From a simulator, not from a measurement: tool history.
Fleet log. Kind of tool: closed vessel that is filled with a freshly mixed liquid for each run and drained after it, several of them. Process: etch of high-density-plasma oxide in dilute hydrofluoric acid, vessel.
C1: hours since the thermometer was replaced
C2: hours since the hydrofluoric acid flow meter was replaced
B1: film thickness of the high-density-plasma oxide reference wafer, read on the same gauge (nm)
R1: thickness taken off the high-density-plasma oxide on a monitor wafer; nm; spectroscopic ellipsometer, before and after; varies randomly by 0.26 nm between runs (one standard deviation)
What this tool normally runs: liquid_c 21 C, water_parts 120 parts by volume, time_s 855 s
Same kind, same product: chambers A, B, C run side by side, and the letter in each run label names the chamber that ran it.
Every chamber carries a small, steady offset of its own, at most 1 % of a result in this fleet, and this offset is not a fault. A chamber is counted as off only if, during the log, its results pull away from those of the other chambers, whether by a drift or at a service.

{"run": "1B", "hour": 4.0, "liquid_c": 21, "water_parts": 120, "time_s": 855, "C1": 773, "C2": 689.6, "B1": 129.99, "R1": 41.874}
{"run": "2A", "hour": 8.5, "liquid_c": 21, "water_parts": 120, "time_s": 855, "C1": 641.3, "C2": 117.5, "B1": 129.99, "R1": 41.848}
{"run": "3C", "hour": 10.9, "liquid_c": 21, "water_parts": 120, "time_s": 855, "C1": 577.6, "C2": 834.4, "B1": 130, "R1": 41.912}
{"run": "4A", "hour": 15.2, "liquid_c": 21, "water_parts": 120, "time_s": 855, "C1": 648, "C2": 124.2, "B1": 130.02, "R1": 41.81}
{"run": "5B", "hour": 18.5, "liquid_c": 21, "water_parts": 120, "time_s": 855, "C1": 787.5, "C2": 704.1, "B1": 129.99, "R1": 42.405}
{"run": "6C", "hour": 20.5, "liquid_c": 21, "water_parts": 120, "time_s": 855, "C1": 587.2, "C2": 844, "B1": 130, "R1": 42.568}
{"run": "7B", "hour": 22.6, "liquid_c": 21, "water_parts": 120, "time_s": 855, "C1": 791.6, "C2": 708.2, "B1": 129.98, "R1": 42.22}
{"run": "8A", "hour": 24.9, "liquid_c": 21, "water_parts": 120, "time_s": 855, "C1": 657.7, "C2": 133.9, "B1": 130.01, "R1": 42.016}
{"run": "9C", "hour": 27.4, "liquid_c": 21, "water_parts": 120, "time_s": 855, "C1": 594.1, "C2": 850.9, "B1": 130.02, "R1": 41.698}
{"run": "10C", "hour": 30.6, "liquid_c": 21, "water_parts": 120, "time_s": 855, "C1": 597.3, "C2": 854.1, "B1": 129.99, "R1": 41.842}
{"run": "11B", "hour": 33.4, "liquid_c": 21, "water_parts": 120, "time_s": 855, "C1": 802.4, "C2": 719, "B1": 129.99, "R1": 42.375}
{"hour": 36.8, "done": "chamber C: thermometer replaced"}
{"run": "12A", "hour": 37.6, "liquid_c": 25.5, "water_parts": 150, "time_s": 855, "C1": 670.4, "C2": 146.6, "B1": 129.99, "R1": 38.645}
{"run": "13C", "hour": 39.9, "liquid_c": 25.5, "water_parts": 150, "time_s": 855, "C1": 3.2, "C2": 863.4, "B1": 130.01, "R1": 39.173}
{"run": "14B", "hour": 44.0, "liquid_c": 25.5, "water_parts": 150, "time_s": 855, "C1": 813, "C2": 729.6, "B1": 130, "R1": 40.067}
{"run": "15A", "hour": 47.5, "liquid_c": 23.5, "water_parts": 120, "time_s": 435, "C1": 680.3, "C2": 156.5, "B1": 129.99, "R1": 23.584}
{"run": "16B", "hour": 50.5, "liquid_c": 23.5, "water_parts": 120, "time_s": 435, "C1": 819.5, "C2": 736.1, "B1": 130, "R1": 24.37}
{"run": "17C", "hour": 54.0, "liquid_c": 23.5, "water_parts": 120, "time_s": 435, "C1": 17.3, "C2": 877.5, "B1": 130, "R1": 23.425}
{"run": "18A", "hour": 57.8, "liquid_c": 21, "water_parts": 120, "time_s": 855, "C1": 690.6, "C2": 166.8, "B1": 130, "R1": 41.958}
{"run": "19B", "hour": 62.1, "liquid_c": 21, "water_parts": 120, "time_s": 855, "C1": 831.1, "C2": 747.7, "B1": 130, "R1": 43.553}
{"run": "20A", "hour": 64.8, "liquid_c": 21, "water_parts": 120, "time_s": 855, "C1": 697.6, "C2": 173.8, "B1": 130.01, "R1": 41.667}
{"run": "21C", "hour": 67.5, "liquid_c": 21, "water_parts": 155, "time_s": 855, "C1": 30.8, "C2": 891, "B1": 129.99, "R1": 31.439}
{"run": "22C", "hour": 71.5, "liquid_c": 21, "water_parts": 155, "time_s": 855, "C1": 34.8, "C2": 895, "B1": 129.97, "R1": 31.521}
{"run": "23B", "hour": 74.6, "liquid_c": 21, "water_parts": 155, "time_s": 855, "C1": 843.6, "C2": 760.2, "B1": 129.99, "R1": 32.587}
{"run": "24A", "hour": 76.8, "liquid_c": 21, "water_parts": 120, "time_s": 855, "C1": 709.6, "C2": 185.8, "B1": 130, "R1": 42.221}
{"run": "25C", "hour": 80.2, "liquid_c": 25, "water_parts": 120, "time_s": 855, "C1": 43.5, "C2": 903.7, "B1": 129.99, "R1": 49.154}

Which is it: a chamber that has drifted or been left off by a service, a gauge drift common to all chambers, or only each chamber's usual small offset? If a chamber is off, name it and its likeliest cause.

Chamber B drifts away from the others.
Likeliest cause: hydrofluoric acid flow above the setpoint (%) = 5.7.
Not necessarily distinguishable in this log from: liquid hotter than its thermometer reads (K).

Below are 4 candidate recipes for chamber B's next run, each the usual settings with a change, their results shown as question marks. Which of them brings B's results back in line with what the other chambers give on the usual settings?
Allowed miss from the other chambers' usual-settings mean, per result, to count as in line: R1 0.91 nm
{"run": "26B-1", "hour": 83.4, "liquid_c": 21, "water_parts": 125, "time_s": 815, "R1": "?"}
{"run": "26B-2", "hour": 83.4, "liquid_c": 21, "water_parts": 120, "time_s": 900, "R1": "?"}
{"run": "26B-3", "hour": 83.4, "liquid_c": 21, "water_parts": 110, "time_s": 855, "R1": "?"}
{"run": "26B-4", "hour": 83.4, "liquid_c": 21, "water_parts": 120, "time_s": 810, "R1": "?"}

What the other chambers average on the usual settings: R1 41.976 nm
run=26B-1 R1=40.562
run=26B-2 R1=46.893
run=26B-3 R1=49.082
run=26B-4 R1=42.203
The right change is 26B-4: it brings the chamber back within the allowed miss of the others.
